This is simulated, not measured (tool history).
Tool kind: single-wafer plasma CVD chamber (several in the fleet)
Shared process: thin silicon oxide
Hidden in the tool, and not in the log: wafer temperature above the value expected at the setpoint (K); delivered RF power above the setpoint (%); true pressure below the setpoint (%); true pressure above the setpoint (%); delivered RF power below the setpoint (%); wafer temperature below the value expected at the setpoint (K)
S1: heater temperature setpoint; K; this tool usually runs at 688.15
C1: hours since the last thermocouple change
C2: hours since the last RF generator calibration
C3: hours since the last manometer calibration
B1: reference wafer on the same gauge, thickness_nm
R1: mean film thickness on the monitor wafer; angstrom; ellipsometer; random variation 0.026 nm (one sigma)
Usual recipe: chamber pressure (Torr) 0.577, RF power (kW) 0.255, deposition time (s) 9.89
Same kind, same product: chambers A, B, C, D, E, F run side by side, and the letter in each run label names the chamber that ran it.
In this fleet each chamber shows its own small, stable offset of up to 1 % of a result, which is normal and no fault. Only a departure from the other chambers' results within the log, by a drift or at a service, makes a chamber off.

run 1E hour=13.3 | S1=688.15 chamber_pressure_(Torr)=0.577 RF_power_(kW)=0.255 deposition_time_(s)=9.89 | C1=411.4 C2=1157.7 C3=988.3 | B1=13.601 | R1=119.660
run 2C hour=21.4 | S1=688.15 chamber_pressure_(Torr)=0.577 RF_power_(kW)=0.255 deposition_time_(s)=9.89 | C1=1345.2 C2=1506.2 C3=573.8 | B1=13.605 | R1=119.440
-- hour=34.4 chamber D: thermocouple changed; heater temperature recalibrated
run 3B hour=35.0 | S1=688.15 chamber_pressure_(Torr)=0.577 RF_power_(kW)=0.255 deposition_time_(s)=9.89 | C1=728.0 C2=712.3 C3=443.8 | B1=13.595 | R1=120.410
run 4A hour=48.2 | S1=688.15 chamber_pressure_(Torr)=0.577 RF_power_(kW)=0.255 deposition_time_(s)=9.89 | C1=1703.3 C2=1693.5 C3=692.2 | B1=13.595 | R1=119.430
-- hour=55.9 chamber C: thermocouple changed; heater temperature recalibrated
run 5F hour=57.1 | S1=688.15 chamber_pressure_(Torr)=0.577 RF_power_(kW)=0.255 deposition_time_(s)=9.89 | C1=874.8 C2=646.9 C3=688.6 | B1=13.591 | R1=119.990
run 6D hour=67.1 | S1=688.15 chamber_pressure_(Torr)=0.577 RF_power_(kW)=0.255 deposition_time_(s)=9.89 | C1=32.8 C2=1423.7 C3=345.8 | B1=13.603 | R1=119.700
run 7E hour=79.6 | S1=688.15 chamber_pressure_(Torr)=0.577 RF_power_(kW)=0.255 deposition_time_(s)=9.89 | C1=477.7 C2=1224.0 C3=1054.6 | B1=13.604 | R1=119.000
run 8A hour=90.7 | S1=688.15 chamber_pressure_(Torr)=0.577 RF_power_(kW)=0.255 deposition_time_(s)=9.89 | C1=1745.8 C2=1736.0 C3=734.7 | B1=13.605 | R1=120.000
run 9D hour=101.6 | S1=688.15 chamber_pressure_(Torr)=0.577 RF_power_(kW)=0.255 deposition_time_(s)=9.89 | C1=67.3 C2=1458.2 C3=380.3 | B1=13.606 | R1=118.720
run 10B hour=107.7 | S1=688.15 chamber_pressure_(Torr)=0.577 RF_power_(kW)=0.255 deposition_time_(s)=9.89 | C1=800.7 C2=785.0 C3=516.5 | B1=13.609 | R1=119.950
run 11C hour=115.7 | S1=688.15 chamber_pressure_(Torr)=0.577 RF_power_(kW)=0.255 deposition_time_(s)=9.89 | C1=59.9 C2=1600.5 C3=668.1 | B1=13.598 | R1=118.900
-- hour=117.9 chamber C: RF generator calibrated
run 12F hour=128.5 | S1=688.15 chamber_pressure_(Torr)=0.577 RF_power_(kW)=0.255 deposition_time_(s)=9.89 | C1=946.2 C2=718.3 C3=760.0 | B1=13.600 | R1=119.390
run 13F hour=138.4 | S1=688.15 chamber_pressure_(Torr)=0.577 RF_power_(kW)=0.255 deposition_time_(s)=9.89 | C1=956.1 C2=728.2 C3=769.9 | B1=13.597 | R1=119.630
run 14B hour=149.1 | S1=688.15 chamber_pressure_(Torr)=0.577 RF_power_(kW)=0.255 deposition_time_(s)=9.89 | C1=842.1 C2=826.4 C3=557.9 | B1=13.601 | R1=120.490
run 15D hour=155.2 | S1=679.15 chamber_pressure_(Torr)=0.577 RF_power_(kW)=0.295 deposition_time_(s)=9.89 | C1=120.9 C2=1511.8 C3=433.9 | B1=13.594 | R1=128.080
run 16C hour=164.4 | S1=679.15 chamber_pressure_(Torr)=0.577 RF_power_(kW)=0.295 deposition_time_(s)=9.89 | C1=108.6 C2=46.5 C3=716.8 | B1=13.596 | R1=127.610
-- hour=164.7 chamber A: thermocouple changed; heater temperature recalibrated
run 17A hour=177.6 | S1=679.15 chamber_pressure_(Torr)=0.577 RF_power_(kW)=0.295 deposition_time_(s)=9.89 | C1=13.0 C2=1822.9 C3=821.6 | B1=13.602 | R1=127.840
run 18E hour=187.8 | S1=679.15 chamber_pressure_(Torr)=0.577 RF_power_(kW)=0.295 deposition_time_(s)=9.89 | C1=585.9 C2=1332.2 C3=1162.8 | B1=13.603 | R1=128.080
-- hour=188.2 chamber D: RF generator calibrated
run 19B hour=200.1 | S1=679.15 chamber_pressure_(Torr)=0.577 RF_power_(kW)=0.295 deposition_time_(s)=9.89 | C1=893.1 C2=877.4 C3=608.9 | B1=13.595 | R1=129.120
run 20A hour=209.4 | S1=679.15 chamber_pressure_(Torr)=0.577 RF_power_(kW)=0.295 deposition_time_(s)=9.89 | C1=44.8 C2=1854.7 C3=853.4 | B1=13.598 | R1=127.470
run 21D hour=218.4 | S1=688.15 chamber_pressure_(Torr)=0.577 RF_power_(kW)=0.255 deposition_time_(s)=9.89 | C1=184.1 C2=30.2 C3=497.1 | B1=13.593 | R1=119.200
run 22F hour=229.7 | S1=688.15 chamber_pressure_(Torr)=0.577 RF_power_(kW)=0.255 deposition_time_(s)=9.89 | C1=1047.4 C2=819.5 C3=861.2 | B1=13.590 | R1=119.410
run 23C hour=241.9 | S1=688.15 chamber_pressure_(Torr)=0.577 RF_power_(kW)=0.255 deposition_time_(s)=9.89 | C1=186.1 C2=124.0 C3=794.3 | B1=13.604 | R1=119.320
run 24E hour=251.9 | S1=688.15 chamber_pressure_(Torr)=0.577 RF_power_(kW)=0.255 deposition_time_(s)=9.89 | C1=650.0 C2=1396.3 C3=1226.9 | B1=13.601 | R1=119.680
run 25D hour=263.0 | S1=688.15 chamber_pressure_(Torr)=0.577 RF_power_(kW)=0.280 deposition_time_(s)=8.55 | C1=228.7 C2=74.8 C3=541.7 | B1=13.595 | R1=107.470
-- hour=270.3 chamber E: capacitance manometer re-zeroed and calibrated
run 26A hour=274.7 | S1=688.15 chamber_pressure_(Torr)=0.577 RF_power_(kW)=0.280 deposition_time_(s)=8.55 | C1=110.1 C2=1920.0 C3=918.7 | B1=13.601 | R1=107.420
run 27E hour=283.4 | S1=688.15 chamber_pressure_(Torr)=0.577 RF_power_(kW)=0.280 deposition_time_(s)=8.55 | C1=681.5 C2=1427.8 C3=13.2 | B1=13.601 | R1=108.050
run 28C hour=292.7 | S1=688.15 chamber_pressure_(Torr)=0.577 RF_power_(kW)=0.280 deposition_time_(s)=8.55 | C1=236.9 C2=174.8 C3=845.1 | B1=13.594 | R1=107.420
run 29F hour=298.9 | S1=688.15 chamber_pressure_(Torr)=0.577 RF_power_(kW)=0.280 deposition_time_(s)=8.55 | C1=1116.6 C2=888.7 C3=930.4 | B1=13.599 | R1=108.270
run 30B hour=310.9 | S1=688.15 chamber_pressure_(Torr)=0.577 RF_power_(kW)=0.280 deposition_time_(s)=8.55 | C1=1003.9 C2=988.2 C3=719.7 | B1=13.602 | R1=107.990
run 31E hour=320.7 | S1=688.15 chamber_pressure_(Torr)=0.577 RF_power_(kW)=0.255 deposition_time_(s)=9.89 | C1=718.8 C2=1465.1 C3=50.5 | B1=13.599 | R1=119.590
run 32C hour=334.1 | S1=688.15 chamber_pressure_(Torr)=0.577 RF_power_(kW)=0.210 deposition_time_(s)=9.89 | C1=278.3 C2=216.2 C3=886.5 | B1=13.607 | R1=108.820
run 33D hour=344.0 | S1=688.15 chamber_pressure_(Torr)=0.577 RF_power_(kW)=0.210 deposition_time_(s)=9.89 | C1=309.7 C2=155.8 C3=622.7 | B1=13.596 | R1=108.350
run 34F hour=350.1 | S1=688.15 chamber_pressure_(Torr)=0.577 RF_power_(kW)=0.210 deposition_time_(s)=9.89 | C1=1167.8 C2=939.9 C3=981.6 | B1=13.601 | R1=109.230
run 35A hour=362.3 | S1=688.15 chamber_pressure_(Torr)=0.577 RF_power_(kW)=0.210 deposition_time_(s)=9.89 | C1=197.7 C2=2007.6 C3=1006.3 | B1=13.603 | R1=108.290
run 36B hour=372.3 | S1=688.15 chamber_pressure_(Torr)=0.577 RF_power_(kW)=0.210 deposition_time_(s)=9.89 | C1=1065.3 C2=1049.6 C3=781.1 | B1=13.602 | R1=110.130
-- hour=374.9 chamber A: RF generator calibrated
-- hour=376.6 chamber F: thermocouple changed; heater temperature recalibrated
run 37B hour=385.1 | S1=688.15 chamber_pressure_(Torr)=0.577 RF_power_(kW)=0.210 deposition_time_(s)=9.89 | C1=1078.1 C2=1062.4 C3=793.9 | B1=13.602 | R1=110.020
run 38A hour=398.8 | S1=688.15 chamber_pressure_(Torr)=0.577 RF_power_(kW)=0.255 deposition_time_(s)=8.07 | C1=234.2 C2=24.0 C3=1042.8 | B1=13.599 | R1=96.799
run 39D hour=406.6 | S1=688.15 chamber_pressure_(Torr)=0.577 RF_power_(kW)=0.255 deposition_time_(s)=8.07 | C1=372.3 C2=218.4 C3=685.3 | B1=13.593 | R1=97.296
run 40F hour=417.1 | S1=688.15 chamber_pressure_(Torr)=0.577 RF_power_(kW)=0.255 deposition_time_(s)=8.07 | C1=40.6 C2=1006.9 C3=1048.6 | B1=13.603 | R1=97.851
run 41C hour=423.5 | S1=688.15 chamber_pressure_(Torr)=0.577 RF_power_(kW)=0.255 deposition_time_(s)=8.07 | C1=367.7 C2=305.6 C3=975.9 | B1=13.600 | R1=97.747
run 42E hour=431.4 | S1=688.15 chamber_pressure_(Torr)=0.577 RF_power_(kW)=0.255 deposition_time_(s)=8.07 | C1=829.5 C2=1575.8 C3=161.2 | B1=13.598 | R1=97.851
run 43B hour=443.2 | S1=688.15 chamber_pressure_(Torr)=0.577 RF_power_(kW)=0.255 deposition_time_(s)=8.07 | C1=1136.2 C2=1120.5 C3=852.0 | B1=13.602 | R1=97.852
run 44C hour=450.9 | S1=688.15 chamber_pressure_(Torr)=0.577 RF_power_(kW)=0.255 deposition_time_(s)=9.89 | C1=395.1 C2=333.0 C3=1003.3 | B1=13.591 | R1=118.960

What goes on in this fleet: one chamber off, a drifting gauge, or nothing beyond the chambers' own small offsets? Name the chamber and the cause, if any.

Chamber A drifts away from the others.
Cause: true pressure below the setpoint (%) = 1.15.

Below are 4 candidate recipes for chamber A's next run, each the usual settings with a change, their results shown as question marks. Which of them brings A's results back in line with what the other chambers give on the usual settings?
To be in line, a result may differ from the other chambers' mean on the usual settings by at most: R1 0.960 angstrom
run 45A-1 hour=461.0 | S1=688.15 chamber_pressure_(Torr)=0.574 RF_power_(kW)=0.255 deposition_time_(s)=9.86 | R1=?
run 45A-2 hour=461.0 | S1=688.15 chamber_pressure_(Torr)=0.569 RF_power_(kW)=0.255 deposition_time_(s)=9.81 | R1=?
run 45A-3 hour=461.0 | S1=688.15 chamber_pressure_(Torr)=0.580 RF_power_(kW)=0.255 deposition_time_(s)=9.92 | R1=?
run 45A-4 hour=461.0 | S1=688.15 chamber_pressure_(Torr)=0.585 RF_power_(kW)=0.255 deposition_time_(s)=9.97 | R1=?

The mean the other chambers reach with the usual settings: R1 119.650 angstrom
run=45A-1 R1=117.340
run=45A-2 R1=115.620
run=45A-3 R1=119.410
run=45A-4 R1=121.140
The answer is 45A-3, which returns the chamber to within the allowed miss of the others.

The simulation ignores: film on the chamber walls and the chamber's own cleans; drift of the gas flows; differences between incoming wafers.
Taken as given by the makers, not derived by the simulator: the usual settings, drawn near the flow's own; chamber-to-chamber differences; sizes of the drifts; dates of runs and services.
